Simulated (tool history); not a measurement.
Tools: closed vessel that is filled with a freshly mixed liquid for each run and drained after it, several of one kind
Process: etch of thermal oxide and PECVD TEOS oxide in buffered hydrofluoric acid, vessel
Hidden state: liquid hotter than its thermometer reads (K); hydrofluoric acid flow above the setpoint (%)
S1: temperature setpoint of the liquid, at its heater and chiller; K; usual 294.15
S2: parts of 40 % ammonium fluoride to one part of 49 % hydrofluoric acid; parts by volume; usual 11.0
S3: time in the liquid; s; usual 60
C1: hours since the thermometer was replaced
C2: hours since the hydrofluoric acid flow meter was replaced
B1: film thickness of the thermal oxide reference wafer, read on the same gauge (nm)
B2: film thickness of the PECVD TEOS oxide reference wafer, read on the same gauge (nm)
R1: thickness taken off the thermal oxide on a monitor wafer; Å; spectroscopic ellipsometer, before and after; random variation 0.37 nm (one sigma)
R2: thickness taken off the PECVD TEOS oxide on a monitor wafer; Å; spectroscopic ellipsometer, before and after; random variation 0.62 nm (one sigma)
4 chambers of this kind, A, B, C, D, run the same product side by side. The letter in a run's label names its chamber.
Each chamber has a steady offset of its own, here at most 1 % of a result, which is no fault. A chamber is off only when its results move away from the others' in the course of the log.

{"run": "1A", "day": 0.121, "S1": 294.15, "S2": 11.0, "S3": 60, "C1": 1562.3, "C2": 1359.5, "B1": 40.014, "B2": 140.0, "R1": 527.95, "R2": 1143.7}
{"run": "2B", "day": 0.288, "S1": 294.15, "S2": 11.0, "S3": 60, "C1": 575.2, "C2": 1025.5, "B1": 40.006, "B2": 139.99, "R1": 533.03, "R2": 1136.2}
{"run": "3D", "day": 0.404, "S1": 294.15, "S2": 11.0, "S3": 60, "C1": 79.9, "C2": 653.0, "B1": 39.986, "B2": 139.97, "R1": 524.58, "R2": 1128.0}
{"run": "4C", "day": 0.554, "S1": 294.15, "S2": 11.0, "S3": 60, "C1": 52.0, "C2": 1209.6, "B1": 39.999, "B2": 140.03, "R1": 516.84, "R2": 1139.0}
{"run": "5D", "day": 0.696, "S1": 294.15, "S2": 13.0, "S3": 45, "C1": 86.9, "C2": 660.0, "B1": 40.009, "B2": 140.01, "R1": 333.91, "R2": 717.24}
{"run": "6A", "day": 0.812, "S1": 294.15, "S2": 13.0, "S3": 45, "C1": 1578.9, "C2": 1376.1, "B1": 40.01, "B2": 139.99, "R1": 332.94, "R2": 727.76}
{"run": "7C", "day": 0.946, "S1": 294.15, "S2": 13.0, "S3": 45, "C1": 61.4, "C2": 1219.0, "B1": 39.998, "B2": 140.03, "R1": 329.37, "R2": 721.82}
{"run": "8B", "day": 1.071, "S1": 294.15, "S2": 13.0, "S3": 45, "C1": 594.0, "C2": 1044.3, "B1": 39.991, "B2": 140.0, "R1": 337.82, "R2": 723.62}
{"run": "9B", "day": 1.204, "S1": 294.15, "S2": 11.0, "S3": 60, "C1": 597.2, "C2": 1047.5, "B1": 40.006, "B2": 139.98, "R1": 530.02, "R2": 1139.7}
{"run": "10D", "day": 1.321, "S1": 294.15, "S2": 11.0, "S3": 60, "C1": 101.9, "C2": 675.0, "B1": 40.007, "B2": 140.0, "R1": 528.35, "R2": 1127.5}
{"run": "11A", "day": 1.442, "S1": 294.15, "S2": 11.0, "S3": 60, "C1": 1594.0, "C2": 1391.2, "B1": 40.002, "B2": 140.01, "R1": 524.56, "R2": 1156.7}
{"run": "12C", "day": 1.608, "S1": 296.15, "S2": 11.0, "S3": 40, "C1": 77.3, "C2": 1234.9, "B1": 40.001, "B2": 140.01, "R1": 395.06, "R2": 845.57}
{"run": "13A", "day": 1.788, "S1": 296.15, "S2": 11.0, "S3": 40, "C1": 1602.3, "C2": 1399.5, "B1": 39.979, "B2": 140.0, "R1": 389.48, "R2": 852.79}
{"run": "14D", "day": 1.946, "S1": 296.15, "S2": 11.0, "S3": 40, "C1": 116.9, "C2": 690.0, "B1": 40.029, "B2": 140.01, "R1": 395.96, "R2": 839.37}
{"run": "15B", "day": 2.129, "S1": 296.15, "S2": 11.0, "S3": 40, "C1": 619.4, "C2": 1069.7, "B1": 39.985, "B2": 140.01, "R1": 389.17, "R2": 844.61}
{"run": "16C", "day": 2.292, "S1": 294.15, "S2": 11.0, "S3": 60, "C1": 93.7, "C2": 1251.3, "B1": 39.984, "B2": 139.98, "R1": 523.33, "R2": 1140.5}
{"run": "17C", "day": 2.396, "S1": 294.15, "S2": 11.0, "S3": 60, "C1": 96.2, "C2": 1253.8, "B1": 39.988, "B2": 139.98, "R1": 517.65, "R2": 1146.6}
{"run": "18D", "day": 2.508, "S1": 294.15, "S2": 11.0, "S3": 60, "C1": 130.4, "C2": 703.5, "B1": 39.982, "B2": 140.01, "R1": 523.91, "R2": 1132.8}
{"day": 2.596, "done": "chamber A: hydrofluoric acid flow meter replaced"}
{"run": "19B", "day": 2.662, "S1": 294.15, "S2": 11.0, "S3": 60, "C1": 632.2, "C2": 1082.5, "B1": 40.02, "B2": 140.0, "R1": 530.59, "R2": 1133.2}
{"run": "20A", "day": 2.762, "S1": 294.15, "S2": 11.0, "S3": 60, "C1": 1625.7, "C2": 4.1, "B1": 39.989, "B2": 139.98, "R1": 522.35, "R2": 1149.1}
{"run": "21A", "day": 2.908, "S1": 294.15, "S2": 11.0, "S3": 60, "C1": 1629.2, "C2": 7.6, "B1": 39.978, "B2": 140.0, "R1": 525.49, "R2": 1140.2}
{"run": "22C", "day": 3.046, "S1": 294.15, "S2": 11.0, "S3": 60, "C1": 111.8, "C2": 1269.4, "B1": 40.009, "B2": 139.99, "R1": 513.14, "R2": 1139.2}
{"run": "23D", "day": 3.192, "S1": 294.15, "S2": 11.0, "S3": 60, "C1": 146.8, "C2": 719.9, "B1": 39.989, "B2": 139.99, "R1": 530.88, "R2": 1139.5}
{"run": "24B", "day": 3.325, "S1": 294.15, "S2": 11.0, "S3": 60, "C1": 648.1, "C2": 1098.4, "B1": 40.041, "B2": 140.02, "R1": 526.97, "R2": 1138.5}
{"run": "25A", "day": 3.454, "S1": 292.15, "S2": 11.0, "S3": 60, "C1": 1642.3, "C2": 20.7, "B1": 39.988, "B2": 139.98, "R1": 467.9, "R2": 1029.0}
{"run": "26C", "day": 3.558, "S1": 292.15, "S2": 11.0, "S3": 60, "C1": 124.1, "C2": 1281.7, "B1": 40.007, "B2": 139.98, "R1": 467.32, "R2": 1019.8}
{"run": "27B", "day": 3.721, "S1": 292.15, "S2": 11.0, "S3": 60, "C1": 657.6, "C2": 1107.9, "B1": 39.995, "B2": 140.01, "R1": 472.04, "R2": 1021.6}
{"run": "28D", "day": 3.804, "S1": 292.15, "S2": 11.0, "S3": 60, "C1": 161.5, "C2": 734.6, "B1": 39.971, "B2": 140.03, "R1": 469.24, "R2": 1009.2}
{"run": "29C", "day": 3.908, "S1": 294.15, "S2": 9.5, "S3": 90, "C1": 132.5, "C2": 1290.1, "B1": 39.994, "B2": 140.0, "R1": 879.54, "R2": 1950.0}
{"run": "30D", "day": 4.083, "S1": 294.15, "S2": 9.5, "S3": 90, "C1": 168.2, "C2": 741.3, "B1": 40.009, "B2": 140.02, "R1": 898.73, "R2": 1924.0}
{"run": "31A", "day": 4.162, "S1": 294.15, "S2": 9.5, "S3": 90, "C1": 1659.3, "C2": 37.7, "B1": 39.987, "B2": 139.99, "R1": 908.27, "R2": 1933.8}
{"run": "32B", "day": 4.271, "S1": 294.15, "S2": 9.5, "S3": 90, "C1": 670.8, "C2": 1121.1, "B1": 40.012, "B2": 140.0, "R1": 899.09, "R2": 1930.9}
{"run": "33A", "day": 4.446, "S1": 294.15, "S2": 11.0, "S3": 60, "C1": 1666.1, "C2": 44.5, "B1": 39.975, "B2": 140.02, "R1": 529.13, "R2": 1145.9}

All 4 chambers run these settings next. Forecast each chamber's results:
{"run": "34A", "day": 4.575, "S1": 294.15, "S2": 11.0, "S3": 30, "R1": "?", "R2": "?"}
{"run": "34B", "day": 4.575, "S1": 294.15, "S2": 11.0, "S3": 30, "R1": "?", "R2": "?"}
{"run": "34C", "day": 4.575, "S1": 294.15, "S2": 11.0, "S3": 30, "R1": "?", "R2": "?"}
{"run": "34D", "day": 4.575, "S1": 294.15, "S2": 11.0, "S3": 30, "R1": "?", "R2": "?"}

run=34A R1=262.22 R2=573.66
run=34B R1=261.04 R2=569.67
run=34C R1=263.36 R2=573.13
run=34D R1=264.25 R2=567.57

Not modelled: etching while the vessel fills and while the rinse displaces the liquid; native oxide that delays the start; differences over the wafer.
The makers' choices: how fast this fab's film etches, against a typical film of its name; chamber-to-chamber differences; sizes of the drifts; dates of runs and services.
